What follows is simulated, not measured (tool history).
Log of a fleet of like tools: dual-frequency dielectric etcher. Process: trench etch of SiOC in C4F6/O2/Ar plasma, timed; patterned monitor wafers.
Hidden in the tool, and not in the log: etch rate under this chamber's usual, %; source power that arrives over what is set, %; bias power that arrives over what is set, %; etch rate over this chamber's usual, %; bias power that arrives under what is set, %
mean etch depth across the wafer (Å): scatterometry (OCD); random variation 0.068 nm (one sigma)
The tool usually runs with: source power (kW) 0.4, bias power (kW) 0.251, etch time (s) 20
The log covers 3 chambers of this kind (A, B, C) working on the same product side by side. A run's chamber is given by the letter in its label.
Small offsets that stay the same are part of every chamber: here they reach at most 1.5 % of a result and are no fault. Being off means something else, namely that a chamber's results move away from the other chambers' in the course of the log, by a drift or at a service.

| run | hour | source power (kW) | bias power (kW) | etch time (s) | hours since the last wet clean | hours since the last source power generator calibration | hours since the last bias power generator calibration | read-back reference wafer on the same gauge, depth_nm | mean etch depth across the wafer (Å) |
|---|---|---|---|---|---|---|---|---|---|
| 1A | 5 | 0.4 | 0.251 | 20 | 133.6 | 1129.7 | 2565 | 50.024 | 457.55 |
|  | 7.2 | chamber C: wet clean of the chamber |
| 2B | 9.6 | 0.4 | 0.251 | 20 | 26.3 | 211.3 | 410.3 | 50.028 | 464.09 |
| 3C | 15.2 | 0.4 | 0.251 | 20 | 8 | 200.9 | 2148.5 | 50.032 | 465.2 |
| 4A | 18.7 | 0.4 | 0.251 | 20 | 147.3 | 1143.4 | 2578.7 | 50.03 | 457.8 |
| 5B | 24.3 | 0.4 | 0.251 | 20 | 41 | 226 | 425 | 50.05 | 464.59 |
| 6C | 28.1 | 0.4 | 0.251 | 20 | 20.9 | 213.8 | 2161.4 | 50.056 | 464.79 |
| 7B | 31.9 | 0.4 | 0.251 | 20 | 48.6 | 233.6 | 432.6 | 50.049 | 466.3 |
| 8A | 36 | 0.4 | 0.251 | 20 | 164.6 | 1160.7 | 2596 | 50.044 | 458.37 |
| 9C | 41.3 | 0.4 | 0.251 | 20 | 34.1 | 227 | 2174.6 | 50.096 | 466.3 |
| 10C | 46.4 | 0.4 | 0.251 | 20 | 39.2 | 232.1 | 2179.7 | 50.087 | 464.78 |
| 11B | 49.6 | 0.48 | 0.251 | 15.5 | 66.3 | 251.3 | 450.3 | 50.079 | 385.83 |
| 12A | 54.8 | 0.48 | 0.251 | 15.5 | 183.4 | 1179.5 | 2614.8 | 50.109 | 381.16 |
| 13C | 58 | 0.48 | 0.251 | 15.5 | 50.8 | 243.7 | 2191.3 | 50.106 | 386.35 |
| 14A | 60.6 | 0.36 | 0.251 | 20 | 189.2 | 1185.3 | 2620.6 | 50.113 | 440.31 |
| 15B | 66.2 | 0.36 | 0.251 | 20 | 82.9 | 267.9 | 466.9 | 50.134 | 447.6 |
| 16C | 68.8 | 0.36 | 0.251 | 20 | 61.6 | 254.5 | 2202.1 | 50.129 | 447.69 |
| 17B | 74.5 | 0.4 | 0.251 | 20 | 91.2 | 276.2 | 475.2 | 50.137 | 466.45 |
| 18A | 79.2 | 0.4 | 0.251 | 20 | 207.8 | 1203.9 | 2639.2 | 50.139 | 458.81 |
| 19B | 83.5 | 0.4 | 0.251 | 20 | 100.2 | 285.2 | 484.2 | 50.145 | 466.04 |
| 20A | 86.2 | 0.4 | 0.251 | 20 | 214.8 | 1210.9 | 2646.2 | 50.17 | 457.74 |
| 21C | 91.7 | 0.4 | 0.251 | 20 | 84.5 | 277.4 | 2225 | 50.163 | 466.09 |
| 22C | 96.8 | 0.4 | 0.251 | 25 | 89.6 | 282.5 | 2230.1 | 50.185 | 583.01 |
| 23A | 100.4 | 0.4 | 0.251 | 25 | 229 | 1225.1 | 2660.4 | 50.2 | 573.01 |
| 24B | 103.6 | 0.4 | 0.251 | 25 | 120.3 | 305.3 | 504.3 | 50.206 | 584.37 |
| 25C | 107.5 | 0.4 | 0.251 | 20 | 100.3 | 293.2 | 2240.8 | 50.188 | 465.84 |
| 26B | 112 | 0.32 | 0.251 | 20 | 128.7 | 313.7 | 512.7 | 50.18 | 428.32 |
| 27A | 114.5 | 0.32 | 0.251 | 20 | 243.1 | 1239.2 | 2674.5 | 50.209 | 422.48 |
| 28C | 120.3 | 0.32 | 0.251 | 20 | 113.1 | 306 | 2253.6 | 50.206 | 427.26 |
| 29B | 123.5 | 0.4 | 0.251 | 20 | 140.2 | 325.2 | 524.2 | 50.208 | 466.43 |
| 30A | 126.9 | 0.4 | 0.251 | 20 | 255.5 | 1251.6 | 2686.9 | 50.206 | 458.74 |
| 31B | 130.3 | 0.4 | 0.251 | 20 | 147 | 332 | 531 | 50.246 | 465.96 |
| 32C | 133.6 | 0.4 | 0.251 | 20 | 126.4 | 319.3 | 2266.9 | 50.246 | 466.14 |
| 33A | 137.5 | 0.4 | 0.251 | 20 | 266.1 | 1262.2 | 2697.5 | 50.245 | 458.71 |
| 34C | 140 | 0.4 | 0.251 | 20 | 132.8 | 325.7 | 2273.3 | 50.234 | 467.13 |
| 35B | 145.3 | 0.4 | 0.251 | 20 | 162 | 347 | 546 | 50.259 | 466.1 |
| 36A | 150.7 | 0.4 | 0.251 | 20 | 279.3 | 1275.4 | 2710.7 | 50.264 | 460.22 |
| 37C | 156.5 | 0.4 | 0.251 | 20 | 149.3 | 342.2 | 2289.8 | 50.277 | 466.97 |
| 38A | 159 | 0.4 | 0.251 | 20 | 287.6 | 1283.7 | 2719 | 50.28 | 459.82 |
| 39B | 164.7 | 0.4 | 0.251 | 20 | 181.4 | 366.4 | 565.4 | 50.291 | 465.67 |

One chamber off, gauge drift, or nothing amiss beyond the chambers' own small offsets? If it is a chamber, which one, and what is the likeliest cause?

The gauge drifts, so all chambers seem to drift together. No chamber is off.
Likeliest cause: gauge reads high (%) = 0.603.

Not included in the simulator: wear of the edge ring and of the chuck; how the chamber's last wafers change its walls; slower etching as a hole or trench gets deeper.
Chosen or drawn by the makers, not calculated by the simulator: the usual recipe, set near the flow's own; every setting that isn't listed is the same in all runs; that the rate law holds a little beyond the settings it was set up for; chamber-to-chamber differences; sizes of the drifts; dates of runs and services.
